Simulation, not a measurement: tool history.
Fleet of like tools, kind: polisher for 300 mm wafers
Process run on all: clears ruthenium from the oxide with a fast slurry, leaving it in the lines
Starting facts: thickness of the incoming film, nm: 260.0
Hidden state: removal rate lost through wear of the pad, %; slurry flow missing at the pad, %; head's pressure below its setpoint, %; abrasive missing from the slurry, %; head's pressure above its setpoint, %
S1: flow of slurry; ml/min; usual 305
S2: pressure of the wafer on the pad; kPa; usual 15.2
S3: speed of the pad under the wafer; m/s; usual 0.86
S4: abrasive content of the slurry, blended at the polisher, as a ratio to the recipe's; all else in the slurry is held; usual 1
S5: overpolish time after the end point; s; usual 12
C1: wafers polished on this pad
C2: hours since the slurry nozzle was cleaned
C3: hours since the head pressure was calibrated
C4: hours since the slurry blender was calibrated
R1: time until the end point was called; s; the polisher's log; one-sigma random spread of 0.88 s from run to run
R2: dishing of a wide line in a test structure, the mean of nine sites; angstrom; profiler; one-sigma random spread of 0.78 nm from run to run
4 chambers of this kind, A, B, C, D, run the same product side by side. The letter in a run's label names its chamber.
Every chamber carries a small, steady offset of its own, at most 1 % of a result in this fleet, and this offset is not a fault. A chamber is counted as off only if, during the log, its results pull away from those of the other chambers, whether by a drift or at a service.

run,hour,S1,S2,S3,S4,S5,C1,C2,C3,C4,R1,R2
# hour 1.8: chamber D: slurry nozzle cleaned
1C,4.5,305,15.2,0.86,1,12,1014,465.2,478.5,162.6,81.251,318.88
# hour 8.6: chamber D: head pressure recalibrated
2B,9.3,305,15.2,0.86,1,12,626,182.3,422.1,46.3,81.184,309.99
# hour 13.1: chamber A: worn pad replaced by a new one
3A,13.1,305,15.2,0.86,1,12,0,286.7,776.5,305.9,80.364,304.92
4D,16.9,305,15.2,0.86,1,12,309,15.2,8.3,179.8,78.536,319.6
5B,20.6,305,15.2,0.86,1,12,714,193.6,433.4,57.6,79.611,307.97
6A,23.4,305,15.2,0.86,1,12,80,297,786.8,316.2,81.209,322.42
7C,27.3,305,19.3,0.86,1,8,1192,488,501.3,185.4,63.704,268.24
8D,30.2,305,19.3,0.86,1,8,412,28.5,21.6,193.1,63.175,270.11
# hour 34.8: chamber B: worn pad replaced by a new one
9D,34.9,305,19.3,0.86,1,8,449,33.2,26.3,197.8,63.088,277.72
# hour 38.3: chamber A: slurry blender recalibrated
10C,39.4,305,19.3,0.86,1,8,1287,500.1,513.4,197.5,64.03,276.93
11B,44.1,305,15.2,0.86,1,12,73,217.1,456.9,81.1,79.696,292.71
12A,48.9,305,15.2,0.86,1,12,279,322.5,812.3,10.6,80.399,317.92
13D,51,305,15.2,0.86,1,12,575,49.3,42.4,213.9,79.981,314.18
14A,53.1,305,15.2,0.86,1,12,312,326.7,816.5,14.8,80.083,311.21
# hour 55.9: chamber C: slurry blender recalibrated
15C,56.6,305,15.2,0.86,1,12,1421,517.3,530.6,0.7,80.53,305.41
16B,61,305,15.2,0.86,1,12,204,234,473.8,98,79.66,304.39
17D,63.7,305,15.2,0.86,1,12,674,62,55.1,226.6,81.479,318.06
# hour 65.8: chamber D: worn pad replaced by a new one
18C,67.3,305,15.2,0.86,1,12,1504,528,541.3,11.4,80.738,305.44
19B,69.6,305,15.2,0.86,1,12,271,242.6,482.4,106.6,80.8,312.99
20A,72,305,15.2,0.86,1,12,459,345.6,835.4,33.7,81.49,314.66
21C,76.1,305,15.2,0.86,1,12,1573,536.8,550.1,20.2,81.013,305.19
22D,79.1,305,15.2,0.86,1,12,104,77.4,70.5,242,79.629,305.79
23B,82.9,305,15.2,0.72,1.15,12,375,255.9,495.7,119.9,90.214,271.69
# hour 85.1: chamber C: worn pad replaced by a new one
24A,87.4,305,15.2,0.72,1.15,12,579,361,850.8,49.1,89.694,290.69
25C,92.1,305,15.2,0.72,1.15,12,55,552.8,566.1,36.2,90.626,285.55

Read the log: is a single chamber off, either drifting away or since a service, is the gauge that measures every chamber drifting, or is nothing wrong beyond small per-chamber offsets? Name any odd chamber and what most likely caused it.

No chamber stands off beyond its own small offset, and the gauge holds steady.
